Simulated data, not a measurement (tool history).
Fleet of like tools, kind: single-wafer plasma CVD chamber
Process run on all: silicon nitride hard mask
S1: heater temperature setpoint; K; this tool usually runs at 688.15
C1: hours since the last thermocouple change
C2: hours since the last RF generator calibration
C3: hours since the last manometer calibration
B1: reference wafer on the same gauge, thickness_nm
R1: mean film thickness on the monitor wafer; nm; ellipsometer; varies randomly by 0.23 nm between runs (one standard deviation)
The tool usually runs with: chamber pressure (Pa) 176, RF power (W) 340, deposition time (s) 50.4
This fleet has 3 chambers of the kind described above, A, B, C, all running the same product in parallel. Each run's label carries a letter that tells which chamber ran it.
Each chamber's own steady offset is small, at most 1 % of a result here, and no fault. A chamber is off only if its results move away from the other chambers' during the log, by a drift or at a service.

{"run": "1B", "hour": 7.6, "S1": 688.15, "chamber pressure (Pa)": 176, "RF power (W)": 340, "deposition time (s)": 50.4, "C1": 632.7, "C2": 1151.8, "C3": 684.0, "B1": 70.305, "R1": 58.386}
{"run": "2A", "hour": 20.2, "S1": 688.15, "chamber pressure (Pa)": 176, "RF power (W)": 340, "deposition time (s)": 50.4, "C1": 839.6, "C2": 1203.5, "C3": 733.8, "B1": 70.314, "R1": 58.713}
{"run": "3C", "hour": 30.3, "S1": 688.15, "chamber pressure (Pa)": 176, "RF power (W)": 340, "deposition time (s)": 50.4, "C1": 1963.2, "C2": 1223.2, "C3": 1322.5, "B1": 70.309, "R1": 59.348}
{"run": "4A", "hour": 40.1, "S1": 688.15, "chamber pressure (Pa)": 176, "RF power (W)": 340, "deposition time (s)": 50.4, "C1": 859.5, "C2": 1223.4, "C3": 753.7, "B1": 70.317, "R1": 58.625}
{"run": "5B", "hour": 49.3, "S1": 688.15, "chamber pressure (Pa)": 176, "RF power (W)": 340, "deposition time (s)": 50.4, "C1": 674.4, "C2": 1193.5, "C3": 725.7, "B1": 70.319, "R1": 58.53}
{"hour": 56.4, "done": "chamber A: thermocouple changed; heater temperature recalibrated"}
{"run": "6C", "hour": 60.9, "S1": 688.15, "chamber pressure (Pa)": 176, "RF power (W)": 340, "deposition time (s)": 50.4, "C1": 1993.8, "C2": 1253.8, "C3": 1353.1, "B1": 70.274, "R1": 59.216}
{"run": "7C", "hour": 74.5, "S1": 688.15, "chamber pressure (Pa)": 176, "RF power (W)": 340, "deposition time (s)": 50.4, "C1": 2007.4, "C2": 1267.4, "C3": 1366.7, "B1": 70.281, "R1": 59.234}
{"run": "8A", "hour": 83.4, "S1": 688.15, "chamber pressure (Pa)": 176, "RF power (W)": 340, "deposition time (s)": 50.4, "C1": 27.0, "C2": 1266.7, "C3": 797.0, "B1": 70.289, "R1": 59.075}
{"run": "9B", "hour": 89.6, "S1": 688.15, "chamber pressure (Pa)": 176, "RF power (W)": 340, "deposition time (s)": 50.4, "C1": 714.7, "C2": 1233.8, "C3": 766.0, "B1": 70.318, "R1": 58.527}
{"run": "10A", "hour": 102.7, "S1": 688.15, "chamber pressure (Pa)": 176, "RF power (W)": 340, "deposition time (s)": 50.4, "C1": 46.3, "C2": 1286.0, "C3": 816.3, "B1": 70.353, "R1": 58.681}
{"run": "11B", "hour": 112.4, "S1": 688.15, "chamber pressure (Pa)": 176, "RF power (W)": 340, "deposition time (s)": 50.4, "C1": 737.5, "C2": 1256.6, "C3": 788.8, "B1": 70.362, "R1": 58.286}
{"run": "12C", "hour": 123.2, "S1": 688.15, "chamber pressure (Pa)": 176, "RF power (W)": 340, "deposition time (s)": 50.4, "C1": 2056.1, "C2": 1316.1, "C3": 1415.4, "B1": 70.273, "R1": 59.124}
{"run": "13B", "hour": 129.9, "S1": 688.15, "chamber pressure (Pa)": 176, "RF power (W)": 340, "deposition time (s)": 50.4, "C1": 755.0, "C2": 1274.1, "C3": 806.3, "B1": 70.394, "R1": 58.431}
{"run": "14C", "hour": 143.7, "S1": 697.15, "chamber pressure (Pa)": 176, "RF power (W)": 340, "deposition time (s)": 42.9, "C1": 2076.6, "C2": 1336.6, "C3": 1435.9, "B1": 70.299, "R1": 50.026}
{"run": "15A", "hour": 150.3, "S1": 697.15, "chamber pressure (Pa)": 176, "RF power (W)": 340, "deposition time (s)": 42.9, "C1": 93.9, "C2": 1333.6, "C3": 863.9, "B1": 70.318, "R1": 49.849}
{"run": "16A", "hour": 161.0, "S1": 697.15, "chamber pressure (Pa)": 176, "RF power (W)": 340, "deposition time (s)": 42.9, "C1": 104.6, "C2": 1344.3, "C3": 874.6, "B1": 70.264, "R1": 49.908}
{"run": "17C", "hour": 174.4, "S1": 688.15, "chamber pressure (Pa)": 176, "RF power (W)": 340, "deposition time (s)": 50.4, "C1": 2107.3, "C2": 1367.3, "C3": 1466.6, "B1": 70.278, "R1": 58.938}
{"run": "18B", "hour": 184.9, "S1": 688.15, "chamber pressure (Pa)": 176, "RF power (W)": 340, "deposition time (s)": 50.4, "C1": 810.0, "C2": 1329.1, "C3": 861.3, "B1": 70.32, "R1": 58.807}
{"run": "19A", "hour": 192.3, "S1": 688.15, "chamber pressure (Pa)": 176, "RF power (W)": 340, "deposition time (s)": 50.4, "C1": 135.9, "C2": 1375.6, "C3": 905.9, "B1": 70.276, "R1": 58.985}
{"run": "20B", "hour": 202.7, "S1": 688.15, "chamber pressure (Pa)": 176, "RF power (W)": 340, "deposition time (s)": 50.4, "C1": 827.8, "C2": 1346.9, "C3": 879.1, "B1": 70.333, "R1": 58.366}
{"run": "21C", "hour": 212.7, "S1": 688.15, "chamber pressure (Pa)": 203, "RF power (W)": 365, "deposition time (s)": 50.4, "C1": 2145.6, "C2": 1405.6, "C3": 1504.9, "B1": 70.302, "R1": 64.993}
{"run": "22A", "hour": 220.1, "S1": 688.15, "chamber pressure (Pa)": 203, "RF power (W)": 365, "deposition time (s)": 50.4, "C1": 163.7, "C2": 1403.4, "C3": 933.7, "B1": 70.327, "R1": 64.092}
{"run": "23B", "hour": 233.1, "S1": 688.15, "chamber pressure (Pa)": 203, "RF power (W)": 365, "deposition time (s)": 50.4, "C1": 858.2, "C2": 1377.3, "C3": 909.5, "B1": 70.27, "R1": 63.671}
{"run": "24C", "hour": 244.2, "S1": 688.15, "chamber pressure (Pa)": 176, "RF power (W)": 340, "deposition time (s)": 50.4, "C1": 2177.1, "C2": 1437.1, "C3": 1536.4, "B1": 70.304, "R1": 58.974}
{"run": "25C", "hour": 251.1, "S1": 688.15, "chamber pressure (Pa)": 176, "RF power (W)": 340, "deposition time (s)": 50.4, "C1": 2184.0, "C2": 1444.0, "C3": 1543.3, "B1": 70.237, "R1": 59.273}
{"run": "26A", "hour": 264.6, "S1": 688.15, "chamber pressure (Pa)": 176, "RF power (W)": 340, "deposition time (s)": 50.4, "C1": 208.2, "C2": 1447.9, "C3": 978.2, "B1": 70.231, "R1": 59.263}
{"run": "27B", "hour": 271.6, "S1": 688.15, "chamber pressure (Pa)": 176, "RF power (W)": 340, "deposition time (s)": 50.4, "C1": 896.7, "C2": 1415.8, "C3": 948.0, "B1": 70.356, "R1": 58.659}
{"run": "28C", "hour": 284.6, "S1": 688.15, "chamber pressure (Pa)": 176, "RF power (W)": 340, "deposition time (s)": 50.4, "C1": 2217.5, "C2": 1477.5, "C3": 1576.8, "B1": 70.308, "R1": 58.759}
{"run": "29B", "hour": 291.3, "S1": 688.15, "chamber pressure (Pa)": 176, "RF power (W)": 340, "deposition time (s)": 50.4, "C1": 916.4, "C2": 1435.5, "C3": 967.7, "B1": 70.3, "R1": 58.634}
{"hour": 301.1, "done": "chamber C: thermocouple changed; heater temperature recalibrated"}
{"run": "30A", "hour": 304.1, "S1": 688.15, "chamber pressure (Pa)": 176, "RF power (W)": 340, "deposition time (s)": 50.4, "C1": 247.7, "C2": 1487.4, "C3": 1017.7, "B1": 70.291, "R1": 58.607}
{"run": "31B", "hour": 311.5, "S1": 693.15, "chamber pressure (Pa)": 176, "RF power (W)": 340, "deposition time (s)": 40.6, "C1": 936.6, "C2": 1455.7, "C3": 987.9, "B1": 70.3, "R1": 47.112}
{"hour": 315.2, "done": "chamber C: RF generator calibrated"}
{"run": "32A", "hour": 318.1, "S1": 693.15, "chamber pressure (Pa)": 176, "RF power (W)": 340, "deposition time (s)": 40.6, "C1": 261.7, "C2": 1501.4, "C3": 1031.7, "B1": 70.282, "R1": 47.167}
{"run": "33C", "hour": 325.9, "S1": 693.15, "chamber pressure (Pa)": 176, "RF power (W)": 340, "deposition time (s)": 40.6, "C1": 24.9, "C2": 10.7, "C3": 1618.1, "B1": 70.34, "R1": 47.704}
{"run": "34A", "hour": 336.9, "S1": 688.15, "chamber pressure (Pa)": 176, "RF power (W)": 340, "deposition time (s)": 50.4, "C1": 280.5, "C2": 1520.2, "C3": 1050.5, "B1": 70.26, "R1": 58.599}
{"run": "35C", "hour": 345.8, "S1": 688.15, "chamber pressure (Pa)": 176, "RF power (W)": 340, "deposition time (s)": 50.4, "C1": 44.8, "C2": 30.6, "C3": 1638.0, "B1": 70.303, "R1": 59.11}
{"run": "36B", "hour": 353.0, "S1": 688.15, "chamber pressure (Pa)": 176, "RF power (W)": 340, "deposition time (s)": 50.4, "C1": 978.1, "C2": 1497.2, "C3": 1029.4, "B1": 70.333, "R1": 58.664}
{"run": "37C", "hour": 361.9, "S1": 688.15, "chamber pressure (Pa)": 176, "RF power (W)": 340, "deposition time (s)": 50.4, "C1": 60.9, "C2": 46.7, "C3": 1654.1, "B1": 70.227, "R1": 59.2}

Next, all 3 chambers run the settings below, one line each with question marks for the results. What does each chamber give?
{"run": "38A", "hour": 372.1, "S1": 702.15, "chamber pressure (Pa)": 176, "RF power (W)": 340, "deposition time (s)": 50.4, "R1": "?"}
{"run": "38B", "hour": 372.1, "S1": 702.15, "chamber pressure (Pa)": 176, "RF power (W)": 340, "deposition time (s)": 50.4, "R1": "?"}
{"run": "38C", "hour": 372.1, "S1": 702.15, "chamber pressure (Pa)": 176, "RF power (W)": 340, "deposition time (s)": 50.4, "R1": "?"}

run=38A R1=58.331
run=38B R1=58.299
run=38C R1=58.649
